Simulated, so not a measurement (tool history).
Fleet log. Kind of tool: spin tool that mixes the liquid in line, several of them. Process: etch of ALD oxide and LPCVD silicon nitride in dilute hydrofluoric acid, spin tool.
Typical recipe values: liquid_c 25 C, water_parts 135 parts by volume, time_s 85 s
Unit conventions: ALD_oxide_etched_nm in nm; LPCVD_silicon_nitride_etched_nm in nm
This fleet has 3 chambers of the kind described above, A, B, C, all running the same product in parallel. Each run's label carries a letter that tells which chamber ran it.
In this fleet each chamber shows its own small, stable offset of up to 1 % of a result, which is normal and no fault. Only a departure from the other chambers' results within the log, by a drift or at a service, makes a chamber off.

run	hour	liquid_c	water_parts	time_s	hours since the thermometer was replaced	hours since the hydrofluoric acid flow meter was replaced	read-back film thickness of the ALD oxide reference wafer, read on the same gauge (nm)	read-back film thickness of the LPCVD silicon nitride reference wafer, read on the same gauge (nm)	ALD_oxide_etched_nm	LPCVD_silicon_nitride_etched_nm
1C	6.3	25	135	85	1814.3	836.0	150.01	80.001	7.1577	0.27079
2A	9.5	25	135	85	356.1	519.2	150.00	80.006	7.1060	0.37096
3B	14.8	25	135	85	534.9	825.3	150.00	80.020	7.2837	0.32151
4B	19.1	25	135	85	539.2	829.6	150.01	80.059	7.2803	0.32505
5C	23.4	25	135	85	1831.4	853.1	149.99	80.002	7.1424	0.32516
6A	28.1	25	160	85	374.7	537.8	149.99	79.984	5.7755	0.27041
7B	33.3	25	160	85	553.4	843.8	150.00	79.971	5.9760	0.23837
8A	38.0	25	160	85	384.6	547.7	150.00	79.984	5.8853	0.26420
9C	44.4	25	135	85	1852.4	874.1	149.99	80.010	7.1990	0.30010
10B	47.8	25	135	85	567.9	858.3	150.01	80.004	7.2341	0.30803
11C	52.8	25	135	85	1860.8	882.5	150.01	79.979	7.1565	0.29249
12A	58.6	25	135	85	405.2	568.3	149.98	80.013	6.9852	0.31773
13B	64.8	25	135	85	584.9	875.3	150.00	79.957	7.1929	0.33193
14C	69.2	23	135	110	1877.2	898.9	149.98	80.021	8.5513	0.44338
15A	73.3	23	135	110	419.9	583.0	149.99	79.959	8.5090	0.36349
16C	78.6	23	135	110	1886.6	908.3	150.00	80.014	8.5295	0.36339
17B	85.6	25	135	85	605.7	896.1	150.00	79.979	7.2839	0.29232
18A	92.7	25	135	85	439.3	602.4	150.00	79.991	7.0484	0.33921
19A	98.6	25	135	85	445.2	608.3	150.01	80.002	6.9971	0.27395
20C	104.3	25	135	85	1912.3	934.0	150.01	80.013	7.1910	0.28539
21B	110.8	25	135	85	630.9	921.3	150.01	79.972	7.2512	0.31990
# hour 113.3: chamber C: thermometer replaced
22A	117.6	25	135	85	464.2	627.3	150.02	80.039	6.9203	0.33664
23B	122.1	25	135	85	642.2	932.6	149.97	79.991	7.2501	0.35543
24C	128.3	25	135	85	15.0	958.0	150.01	80.001	7.1084	0.33310
25A	134.6	25	195	85	481.2	644.3	149.99	80.012	4.3882	0.20705
26B	141.5	25	195	85	661.6	952.0	149.98	79.973	4.6732	0.23493
27C	144.9	25	195	85	31.6	974.6	150.00	79.998	4.6149	0.23232
28A	150.5	25	135	85	497.1	660.2	150.00	79.985	6.7416	0.31787
29C	154.0	25	135	85	40.7	983.7	150.00	79.970	7.1034	0.33093
30B	160.0	25	135	85	680.1	970.5	149.99	79.985	7.3000	0.32579
31A	163.4	25	135	85	510.0	673.1	150.00	80.008	6.7996	0.33800
32B	168.6	25	135	85	688.7	979.1	150.00	79.980	7.1775	0.36982
33C	175.1	22	110	85	61.8	1004.8	149.99	80.003	7.9599	0.31632
34C	180.4	22	110	85	67.1	1010.1	150.01	79.983	8.0939	0.29943
35B	186.2	22	110	85	706.3	996.7	150.00	80.026	8.2284	0.26718

For the next run the whole fleet of 3 chambers uses the same settings. Give each chamber's results:
36A	191.3	25	135	105					?	?
36B	191.3	25	135	105					?	?
36C	191.3	25	135	105					?	?

run	ALD_oxide_etched_nm	LPCVD_silicon_nitride_etched_nm
36A	8.3336	0.43535
36B	8.9783	0.37508
36C	8.8659	0.39164

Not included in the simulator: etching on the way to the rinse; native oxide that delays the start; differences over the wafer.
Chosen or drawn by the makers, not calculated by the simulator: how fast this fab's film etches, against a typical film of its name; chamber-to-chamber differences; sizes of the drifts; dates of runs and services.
